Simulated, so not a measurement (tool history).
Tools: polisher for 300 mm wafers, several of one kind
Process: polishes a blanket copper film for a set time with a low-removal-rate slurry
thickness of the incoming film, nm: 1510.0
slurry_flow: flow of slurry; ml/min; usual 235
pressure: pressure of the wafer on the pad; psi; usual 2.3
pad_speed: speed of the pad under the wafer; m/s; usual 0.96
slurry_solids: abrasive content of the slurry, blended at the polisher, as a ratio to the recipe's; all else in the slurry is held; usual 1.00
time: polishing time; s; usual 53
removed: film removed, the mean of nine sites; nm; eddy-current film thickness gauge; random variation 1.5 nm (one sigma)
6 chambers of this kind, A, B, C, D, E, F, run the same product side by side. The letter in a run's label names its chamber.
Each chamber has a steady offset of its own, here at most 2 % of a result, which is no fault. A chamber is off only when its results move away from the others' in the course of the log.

{"day": 0.021, "done": "chamber D: worn pad replaced by a new one"}
{"day": 0.15, "done": "chamber F: worn pad replaced by a new one"}
{"run": "1B", "day": 0.183, "slurry_flow": 235, "pressure": 2.3, "pad_speed": 0.96, "slurry_solids": 1.0, "time": 53, "removed": 127.46}
{"run": "2E", "day": 0.388, "slurry_flow": 235, "pressure": 2.3, "pad_speed": 0.96, "slurry_solids": 1.0, "time": 53, "removed": 131.29}
{"run": "3F", "day": 0.571, "slurry_flow": 235, "pressure": 2.3, "pad_speed": 0.96, "slurry_solids": 1.0, "time": 53, "removed": 127.72}
{"day": 0.904, "done": "chamber E: worn pad replaced by a new one"}
{"run": "4D", "day": 0.983, "slurry_flow": 235, "pressure": 2.3, "pad_speed": 0.96, "slurry_solids": 1.0, "time": 53, "removed": 127.26}
{"run": "5C", "day": 1.238, "slurry_flow": 235, "pressure": 2.3, "pad_speed": 0.96, "slurry_solids": 1.0, "time": 53, "removed": 127.15}
{"run": "6A", "day": 1.471, "slurry_flow": 235, "pressure": 2.3, "pad_speed": 0.96, "slurry_solids": 1.0, "time": 53, "removed": 127.68}
{"day": 1.521, "done": "chamber E: head pressure recalibrated"}
{"day": 1.596, "done": "chamber A: worn pad replaced by a new one"}
{"run": "7E", "day": 1.65, "slurry_flow": 235, "pressure": 2.3, "pad_speed": 0.96, "slurry_solids": 1.0, "time": 53, "removed": 130.92}
{"run": "8C", "day": 1.933, "slurry_flow": 235, "pressure": 2.3, "pad_speed": 0.96, "slurry_solids": 1.0, "time": 53, "removed": 128.59}
{"day": 2.071, "done": "chamber D: head pressure recalibrated"}
{"run": "9A", "day": 2.25, "slurry_flow": 235, "pressure": 2.3, "pad_speed": 0.96, "slurry_solids": 1.0, "time": 53, "removed": 129.4}
{"day": 2.362, "done": "chamber F: worn pad replaced by a new one"}
{"run": "10D", "day": 2.562, "slurry_flow": 235, "pressure": 2.3, "pad_speed": 0.96, "slurry_solids": 0.75, "time": 53, "removed": 120.66}
{"day": 2.671, "done": "chamber B: slurry blender recalibrated"}
{"day": 2.854, "done": "chamber D: worn pad replaced by a new one"}
{"run": "11F", "day": 2.854, "slurry_flow": 235, "pressure": 2.3, "pad_speed": 0.96, "slurry_solids": 0.75, "time": 53, "removed": 121.75}
{"run": "12B", "day": 3.196, "slurry_flow": 235, "pressure": 2.3, "pad_speed": 0.96, "slurry_solids": 0.75, "time": 53, "removed": 117.93}
{"run": "13F", "day": 3.529, "slurry_flow": 235, "pressure": 2.3, "pad_speed": 0.96, "slurry_solids": 0.75, "time": 53, "removed": 117.02}
{"run": "14E", "day": 3.758, "slurry_flow": 235, "pressure": 2.3, "pad_speed": 0.96, "slurry_solids": 0.75, "time": 53, "removed": 122.4}
{"run": "15B", "day": 4.121, "slurry_flow": 235, "pressure": 2.3, "pad_speed": 0.96, "slurry_solids": 0.75, "time": 53, "removed": 114.6}
{"run": "16D", "day": 4.308, "slurry_flow": 160, "pressure": 2.3, "pad_speed": 0.96, "slurry_solids": 1.0, "time": 36, "removed": 82.64}
{"day": 4.388, "done": "chamber C: head pressure recalibrated"}
{"day": 4.438, "done": "chamber E: worn pad replaced by a new one"}
{"run": "17C", "day": 4.629, "slurry_flow": 160, "pressure": 2.3, "pad_speed": 0.96, "slurry_solids": 1.0, "time": 36, "removed": 83.01}
{"day": 4.638, "done": "chamber F: worn pad replaced by a new one"}
{"day": 4.775, "done": "chamber C: worn pad replaced by a new one"}
{"run": "18A", "day": 4.942, "slurry_flow": 160, "pressure": 2.3, "pad_speed": 0.96, "slurry_solids": 1.0, "time": 36, "removed": 80.949}
{"run": "19D", "day": 5.246, "slurry_flow": 160, "pressure": 2.3, "pad_speed": 0.96, "slurry_solids": 1.0, "time": 36, "removed": 83.232}
{"day": 5.5, "done": "chamber D: worn pad replaced by a new one"}
{"run": "20A", "day": 5.5, "slurry_flow": 160, "pressure": 2.3, "pad_speed": 0.96, "slurry_solids": 1.0, "time": 36, "removed": 81.788}
{"run": "21F", "day": 5.912, "slurry_flow": 160, "pressure": 2.3, "pad_speed": 0.96, "slurry_solids": 1.0, "time": 36, "removed": 81.703}
{"day": 6.062, "done": "chamber A: worn pad replaced by a new one"}
{"run": "22C", "day": 6.154, "slurry_flow": 235, "pressure": 2.3, "pad_speed": 0.96, "slurry_solids": 1.0, "time": 53, "removed": 130.93}
{"run": "23E", "day": 6.5, "slurry_flow": 235, "pressure": 2.3, "pad_speed": 1.1, "slurry_solids": 1.15, "time": 53, "removed": 148.77}
{"day": 6.708, "done": "chamber C: slurry blender recalibrated"}
{"day": 6.708, "done": "chamber F: head pressure recalibrated"}
{"run": "24B", "day": 6.833, "slurry_flow": 235, "pressure": 2.3, "pad_speed": 1.1, "slurry_solids": 1.15, "time": 53, "removed": 140.83}
{"day": 6.883, "done": "chamber A: slurry blender recalibrated"}
{"day": 7.038, "done": "chamber F: worn pad replaced by a new one"}
{"run": "25C", "day": 7.042, "slurry_flow": 235, "pressure": 2.3, "pad_speed": 1.1, "slurry_solids": 1.15, "time": 53, "removed": 152.27}
{"run": "26F", "day": 7.288, "slurry_flow": 235, "pressure": 2.3, "pad_speed": 1.1, "slurry_solids": 1.15, "time": 53, "removed": 150.18}
{"day": 7.371, "done": "chamber E: worn pad replaced by a new one"}
{"run": "27E", "day": 7.638, "slurry_flow": 235, "pressure": 2.3, "pad_speed": 1.1, "slurry_solids": 1.15, "time": 53, "removed": 155.85}
{"day": 7.733, "done": "chamber D: slurry nozzle cleaned"}
{"day": 7.762, "done": "chamber D: worn pad replaced by a new one"}
{"day": 7.825, "done": "chamber D: slurry blender recalibrated"}
{"run": "28D", "day": 7.867, "slurry_flow": 235, "pressure": 2.3, "pad_speed": 1.1, "slurry_solids": 1.15, "time": 53, "removed": 150.99}
{"run": "29B", "day": 8.225, "slurry_flow": 235, "pressure": 2.3, "pad_speed": 0.96, "slurry_solids": 1.0, "time": 53, "removed": 115.54}
{"run": "30A", "day": 8.446, "slurry_flow": 235, "pressure": 1.6, "pad_speed": 0.96, "slurry_solids": 1.0, "time": 36, "removed": 59.901}
{"run": "31E", "day": 8.825, "slurry_flow": 235, "pressure": 1.6, "pad_speed": 0.96, "slurry_solids": 1.0, "time": 36, "removed": 61.804}
{"day": 8.929, "done": "chamber B: slurry blender recalibrated"}
{"run": "32B", "day": 9.079, "slurry_flow": 235, "pressure": 1.6, "pad_speed": 0.96, "slurry_solids": 1.0, "time": 36, "removed": 53.761}
{"day": 9.225, "done": "chamber F: worn pad replaced by a new one"}
{"run": "33F", "day": 9.312, "slurry_flow": 235, "pressure": 1.6, "pad_speed": 0.96, "slurry_solids": 1.0, "time": 36, "removed": 59.781}
{"run": "34C", "day": 9.525, "slurry_flow": 235, "pressure": 1.6, "pad_speed": 0.96, "slurry_solids": 1.0, "time": 36, "removed": 60.815}
{"run": "35D", "day": 9.804, "slurry_flow": 235, "pressure": 1.6, "pad_speed": 0.96, "slurry_solids": 1.0, "time": 36, "removed": 61.475}
{"day": 9.904, "done": "chamber C: worn pad replaced by a new one"}
{"day": 10.029, "done": "chamber D: worn pad replaced by a new one"}
{"run": "36A", "day": 10.208, "slurry_flow": 235, "pressure": 2.3, "pad_speed": 0.96, "slurry_solids": 1.0, "time": 53, "removed": 127.51}
{"run": "37C", "day": 10.579, "slurry_flow": 235, "pressure": 2.3, "pad_speed": 0.96, "slurry_solids": 1.0, "time": 53, "removed": 130.84}
{"day": 10.758, "done": "chamber A: worn pad replaced by a new one"}
{"run": "38A", "day": 10.908, "slurry_flow": 235, "pressure": 2.7, "pad_speed": 0.96, "slurry_solids": 1.0, "time": 53, "removed": 148.06}
{"day": 11.112, "done": "chamber E: worn pad replaced by a new one"}
{"run": "39B", "day": 11.279, "slurry_flow": 235, "pressure": 2.7, "pad_speed": 0.96, "slurry_solids": 1.0, "time": 53, "removed": 132.81}
{"run": "40F", "day": 11.475, "slurry_flow": 235, "pressure": 2.7, "pad_speed": 0.96, "slurry_solids": 1.0, "time": 53, "removed": 150.94}
{"run": "41E", "day": 11.788, "slurry_flow": 235, "pressure": 2.7, "pad_speed": 0.96, "slurry_solids": 1.0, "time": 53, "removed": 155.9}
{"run": "42D", "day": 12.071, "slurry_flow": 235, "pressure": 2.7, "pad_speed": 0.96, "slurry_solids": 1.0, "time": 53, "removed": 148.67}
{"run": "43C", "day": 12.425, "slurry_flow": 235, "pressure": 2.7, "pad_speed": 0.96, "slurry_solids": 1.0, "time": 53, "removed": 152.88}
{"run": "44E", "day": 12.775, "slurry_flow": 235, "pressure": 2.3, "pad_speed": 0.96, "slurry_solids": 1.15, "time": 53, "removed": 133.56}

Is one chamber off against the others, does the gauge drift, or is nothing wrong? If a chamber is off, say which, and what the likeliest cause is.

Chamber B drifts away from the others.
Cause: removal rate lost through wear of the pad, % = 12.3.
The log may not tell that from: head's pressure below its setpoint, %.

Here are 4 candidates for chamber B's next run, each the usual settings with a change, their results left as question marks. Which one brings its results back in line with what the others give on the usual settings?
In line means no further than this from the other chambers' mean on the usual settings: removed 5.200 nm
{"run": "45B-1", "day": 13.071, "slurry_flow": 235, "pressure": 2.3, "pad_speed": 0.92, "slurry_solids": 1.0, "time": 51, "removed": "?"}
{"run": "45B-2", "day": 13.071, "slurry_flow": 230, "pressure": 2.0, "pad_speed": 0.96, "slurry_solids": 1.0, "time": 53, "removed": "?"}
{"run": "45B-3", "day": 13.071, "slurry_flow": 235, "pressure": 2.4, "pad_speed": 0.98, "slurry_solids": 1.0, "time": 54, "removed": "?"}
{"run": "45B-4", "day": 13.071, "slurry_flow": 235, "pressure": 2.3, "pad_speed": 0.96, "slurry_solids": 1.0, "time": 61, "removed": "?"}

The other chambers' mean on the usual settings: removed 128.140 nm
run=45B-1 removed=101.750
run=45B-2 removed=95.447
run=45B-3 removed=119.740
run=45B-4 removed=126.930
45B-4 brings the chamber back in line.

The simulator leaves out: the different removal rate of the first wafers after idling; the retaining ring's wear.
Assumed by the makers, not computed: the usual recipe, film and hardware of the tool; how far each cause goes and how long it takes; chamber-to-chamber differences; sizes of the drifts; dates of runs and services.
